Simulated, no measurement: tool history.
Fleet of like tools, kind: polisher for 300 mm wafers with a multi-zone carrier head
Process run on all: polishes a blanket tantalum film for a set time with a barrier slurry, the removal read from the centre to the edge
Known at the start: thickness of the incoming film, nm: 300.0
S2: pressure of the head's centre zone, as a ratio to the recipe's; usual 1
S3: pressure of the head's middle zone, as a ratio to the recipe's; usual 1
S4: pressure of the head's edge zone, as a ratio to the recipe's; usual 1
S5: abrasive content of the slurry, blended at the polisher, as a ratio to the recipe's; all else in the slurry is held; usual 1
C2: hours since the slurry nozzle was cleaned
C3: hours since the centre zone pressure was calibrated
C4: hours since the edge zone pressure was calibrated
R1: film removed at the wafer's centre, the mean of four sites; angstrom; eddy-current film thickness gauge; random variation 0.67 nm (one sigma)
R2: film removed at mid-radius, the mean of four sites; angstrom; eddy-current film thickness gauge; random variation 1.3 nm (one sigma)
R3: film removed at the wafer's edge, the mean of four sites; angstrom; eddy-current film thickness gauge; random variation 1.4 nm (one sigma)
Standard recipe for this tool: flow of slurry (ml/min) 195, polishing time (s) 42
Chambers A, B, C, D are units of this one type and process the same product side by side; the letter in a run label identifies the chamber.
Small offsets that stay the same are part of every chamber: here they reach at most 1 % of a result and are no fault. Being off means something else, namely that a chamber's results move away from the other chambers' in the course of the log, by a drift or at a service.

run 1A day=0.196 | flow_of_slurry_(ml/min)=195 S2=1 S3=1 S4=1 S5=1 polishing_time_(s)=42 | wafers_polished_on_this_pad=548 C2=264.3 C3=1104 C4=728.6 | R1=1090.2 R2=1108.7 R3=1101.8
run 2B day=0.533 | flow_of_slurry_(ml/min)=195 S2=1 S3=1 S4=1 S5=1 polishing_time_(s)=42 | wafers_polished_on_this_pad=822 C2=124.4 C3=518.6 C4=504.5 | R1=1103.8 R2=1106.8 R3=1084.7
run 3C day=0.775 | flow_of_slurry_(ml/min)=195 S2=1 S3=1 S4=1 S5=1 polishing_time_(s)=42 | wafers_polished_on_this_pad=744 C2=146.7 C3=291.9 C4=632.1 | R1=1107.6 R2=1128.5 R3=1112.3
run 4D day=1.071 | flow_of_slurry_(ml/min)=195 S2=1 S3=1 S4=1 S5=1 polishing_time_(s)=42 | wafers_polished_on_this_pad=376 C2=73.4 C3=897.6 C4=462.1 | R1=1091.8 R2=1096.4 R3=1085.8
-- day=1.221 chamber C: worn pad replaced by a new one
-- day=1.275 chamber A: slurry nozzle cleaned
run 5A day=1.367 | flow_of_slurry_(ml/min)=195 S2=1 S3=1 S4=1 S5=1 polishing_time_(s)=42 | wafers_polished_on_this_pad=838 C2=2.2 C3=1132.1 C4=756.7 | R1=1100 R2=1089 R3=1103.9
-- day=1.388 chamber A: worn pad replaced by a new one
run 6C day=1.575 | flow_of_slurry_(ml/min)=195 S2=1.12 S3=1 S4=1 S5=1 polishing_time_(s)=42 | wafers_polished_on_this_pad=88 C2=165.9 C3=311.1 C4=651.3 | R1=1253.4 R2=1111.7 R3=1118.9
run 7D day=1.9 | flow_of_slurry_(ml/min)=195 S2=1.12 S3=1 S4=1 S5=1 polishing_time_(s)=42 | wafers_polished_on_this_pad=582 C2=93.3 C3=917.5 C4=482 | R1=1217.2 R2=1096.4 R3=1099.9
-- day=1.921 chamber B: worn pad replaced by a new one
run 8B day=2.192 | flow_of_slurry_(ml/min)=195 S2=1.12 S3=1 S4=1 S5=1 polishing_time_(s)=42 | wafers_polished_on_this_pad=67 C2=164.2 C3=558.4 C4=544.3 | R1=1241.3 R2=1089.1 R3=1089.7
-- day=2.442 chamber D: worn pad replaced by a new one
run 9B day=2.458 | flow_of_slurry_(ml/min)=195 S2=1.12 S3=1 S4=1 S5=1 polishing_time_(s)=42 | wafers_polished_on_this_pad=133 C2=170.6 C3=564.8 C4=550.7 | R1=1255.3 R2=1107.7 R3=1098.7
run 10A day=2.783 | flow_of_slurry_(ml/min)=170 S2=1.07 S3=1 S4=1 S5=1 polishing_time_(s)=42 | wafers_polished_on_this_pad=346 C2=36.2 C3=1166.1 C4=790.7 | R1=1154.6 R2=1064.2 R3=1096.2
run 11D day=2.975 | flow_of_slurry_(ml/min)=170 S2=1.07 S3=1 S4=1 S5=1 polishing_time_(s)=42 | wafers_polished_on_this_pad=132 C2=119.1 C3=943.3 C4=507.8 | R1=1163.7 R2=1051.4 R3=1072.1
run 12C day=3.238 | flow_of_slurry_(ml/min)=170 S2=1.07 S3=1 S4=1 S5=1 polishing_time_(s)=42 | wafers_polished_on_this_pad=500 C2=205.8 C3=351 C4=691.2 | R1=1156.3 R2=1080.5 R3=1092.5
run 13A day=3.458 | flow_of_slurry_(ml/min)=170 S2=1.07 S3=1 S4=1 S5=1 polishing_time_(s)=42 | wafers_polished_on_this_pad=513 C2=52.4 C3=1182.3 C4=806.9 | R1=1152.8 R2=1057.9 R3=1064.1
run 14B day=3.779 | flow_of_slurry_(ml/min)=195 S2=1 S3=1 S4=1 S5=1 polishing_time_(s)=42 | wafers_polished_on_this_pad=460 C2=202.3 C3=596.5 C4=582.4 | R1=1097.8 R2=1111.8 R3=1091.9
run 15D day=4.067 | flow_of_slurry_(ml/min)=195 S2=1 S3=1 S4=1 S5=1 polishing_time_(s)=42 | wafers_polished_on_this_pad=402 C2=145.3 C3=969.5 C4=534 | R1=1084.9 R2=1125.1 R3=1090
-- day=4.096 chamber A: worn pad replaced by a new one
run 16C day=4.279 | flow_of_slurry_(ml/min)=195 S2=1 S3=1 S4=1 S5=1 polishing_time_(s)=36 | wafers_polished_on_this_pad=758 C2=230.8 C3=376 C4=716.2 | R1=944.79 R2=957.58 R3=964.6
run 17A day=4.592 | flow_of_slurry_(ml/min)=195 S2=1 S3=1 S4=1 S5=1 polishing_time_(s)=36 | wafers_polished_on_this_pad=123 C2=79.6 C3=1209.5 C4=834.1 | R1=939.99 R2=933.99 R3=951.42
-- day=4.671 chamber A: centre zone pressure recalibrated
run 18D day=4.788 | flow_of_slurry_(ml/min)=195 S2=1 S3=1 S4=1 S5=1 polishing_time_(s)=36 | wafers_polished_on_this_pad=581 C2=162.6 C3=986.8 C4=551.3 | R1=938.11 R2=946.83 R3=948.51
-- day=4.933 chamber C: worn pad replaced by a new one
run 19B day=5.188 | flow_of_slurry_(ml/min)=195 S2=1 S3=1 S4=1 S5=1 polishing_time_(s)=36 | wafers_polished_on_this_pad=809 C2=236.1 C3=630.3 C4=616.2 | R1=949.28 R2=941.66 R3=925.22
run 20C day=5.471 | flow_of_slurry_(ml/min)=195 S2=1 S3=1 S4=1 S5=1 polishing_time_(s)=42 | wafers_polished_on_this_pad=133 C2=259.4 C3=404.6 C4=744.8 | R1=1103 R2=1102.9 R3=1084.8
-- day=5.525 chamber D: worn pad replaced by a new one
run 21B day=5.829 | flow_of_slurry_(ml/min)=195 S2=1 S3=1 S4=1 S5=1 polishing_time_(s)=42 | wafers_polished_on_this_pad=968 C2=251.5 C3=645.7 C4=631.6 | R1=1102.5 R2=1093.8 R3=1093.3
run 22C day=6.121 | flow_of_slurry_(ml/min)=195 S2=1 S3=1 S4=1 S5=1 polishing_time_(s)=42 | wafers_polished_on_this_pad=294 C2=275 C3=420.2 C4=760.4 | R1=1096.2 R2=1119.4 R3=1124.2
-- day=6.425 chamber B: worn pad replaced by a new one
run 23D day=6.538 | flow_of_slurry_(ml/min)=195 S2=0.9 S3=0.91 S4=1 S5=1 polishing_time_(s)=42 | wafers_polished_on_this_pad=251 C2=204.6 C3=1028.8 C4=593.3 | R1=970.9 R2=1026.6 R3=1082.2
-- day=6.729 chamber B: slurry nozzle cleaned
run 24A day=6.908 | flow_of_slurry_(ml/min)=195 S2=0.9 S3=0.91 S4=1 S5=1 polishing_time_(s)=42 | wafers_polished_on_this_pad=696 C2=135.2 C3=53.8 C4=889.7 | R1=1028.1 R2=1021.3 R3=1094.5
-- day=7.079 chamber A: worn pad replaced by a new one
run 25D day=7.154 | flow_of_slurry_(ml/min)=195 S2=0.9 S3=0.91 S4=1 S5=1 polishing_time_(s)=42 | wafers_polished_on_this_pad=404 C2=219.4 C3=1043.6 C4=608.1 | R1=963.61 R2=1019 R3=1102
-- day=7.396 chamber D: centre zone pressure recalibrated
run 26A day=7.471 | flow_of_slurry_(ml/min)=195 S2=0.9 S3=0.91 S4=1 S5=1 polishing_time_(s)=42 | wafers_polished_on_this_pad=97 C2=148.7 C3=67.3 C4=903.2 | R1=1032.8 R2=997.03 R3=1083.3
run 27B day=7.892 | flow_of_slurry_(ml/min)=195 S2=1 S3=1 S4=1 S5=1 polishing_time_(s)=42 | wafers_polished_on_this_pad=363 C2=28 C3=695.2 C4=681.1 | R1=1114.2 R2=1114.3 R3=1096.9
-- day=8.088 chamber D: worn pad replaced by a new one
-- day=8.092 chamber C: worn pad replaced by a new one
run 28C day=8.3 | flow_of_slurry_(ml/min)=195 S2=1 S3=1 S4=1 S5=1 polishing_time_(s)=42 | wafers_polished_on_this_pad=52 C2=327.3 C3=472.5 C4=812.7 | R1=1099.4 R2=1100.3 R3=1118.7
run 29A day=8.488 | flow_of_slurry_(ml/min)=195 S2=1 S3=1 S4=1 S5=1 polishing_time_(s)=55 | wafers_polished_on_this_pad=349 C2=173.1 C3=91.7 C4=927.6 | R1=1499.8 R2=1420.8 R3=1439.4
run 30B day=8.888 | flow_of_slurry_(ml/min)=195 S2=1 S3=1 S4=1 S5=1 polishing_time_(s)=55 | wafers_polished_on_this_pad=610 C2=51.9 C3=719.1 C4=705 | R1=1454.7 R2=1434.4 R3=1429.3
-- day=8.983 chamber D: edge zone pressure recalibrated
run 31D day=9.283 | flow_of_slurry_(ml/min)=195 S2=1 S3=1 S4=1 S5=1 polishing_time_(s)=55 | wafers_polished_on_this_pad=296 C2=270.5 C3=45.4 C4=7.2 | R1=1434 R2=1421.5 R3=1449.6
run 32C day=9.658 | flow_of_slurry_(ml/min)=195 S2=1 S3=1 S4=1 S5=1 polishing_time_(s)=55 | wafers_polished_on_this_pad=388 C2=359.9 C3=505.1 C4=845.3 | R1=1443 R2=1437.6 R3=1470.1

Is one chamber out of step, is the gauge drifting, or do the chambers differ by no more than their own small offsets? For an off chamber, give its letter and the likeliest cause.

Chamber A came out of a service off from its peers and stayed that way.
Likeliest cause: centre zone's pressure above its setpoint, % = 4.5.

Here are 4 candidates for chamber A's next run, each the usual settings with a change, their results left as question marks. Which one brings its results back in line with what the others give on the usual settings?
Allowed miss from the other chambers' usual-settings mean, per result, to count as in line: R1 23 angstrom; R2 44 angstrom; R3 48 angstrom
run 33A-1 day=9.958 | flow_of_slurry_(ml/min)=200 S2=1.07 S3=0.99 S4=0.98 S5=1 polishing_time_(s)=42 | R1=? R2=? R3=?
run 33A-2 day=9.958 | flow_of_slurry_(ml/min)=190 S2=0.93 S3=1.01 S4=1.02 S5=1 polishing_time_(s)=42 | R1=? R2=? R3=?
run 33A-3 day=9.958 | flow_of_slurry_(ml/min)=190 S2=0.97 S3=1.01 S4=1.01 S5=1 polishing_time_(s)=42 | R1=? R2=? R3=?
run 33A-4 day=9.958 | flow_of_slurry_(ml/min)=200 S2=1.04 S3=0.99 S4=0.99 S5=1 polishing_time_(s)=42 | R1=? R2=? R3=?

Other chambers, usual settings, mean: R1 1098.5 angstrom; R2 1096.5 angstrom; R3 1097.6 angstrom
run=33A-1 R1=1242.6 R2=1086.6 R3=1081.2
run=33A-2 R1=1054.9 R2=1099 R3=1097.9
run=33A-3 R1=1105.6 R2=1098.8 R3=1092.1
run=33A-4 R1=1204.3 R2=1086.8 R3=1087
With 33A-3, the chamber falls back in line with the rest.

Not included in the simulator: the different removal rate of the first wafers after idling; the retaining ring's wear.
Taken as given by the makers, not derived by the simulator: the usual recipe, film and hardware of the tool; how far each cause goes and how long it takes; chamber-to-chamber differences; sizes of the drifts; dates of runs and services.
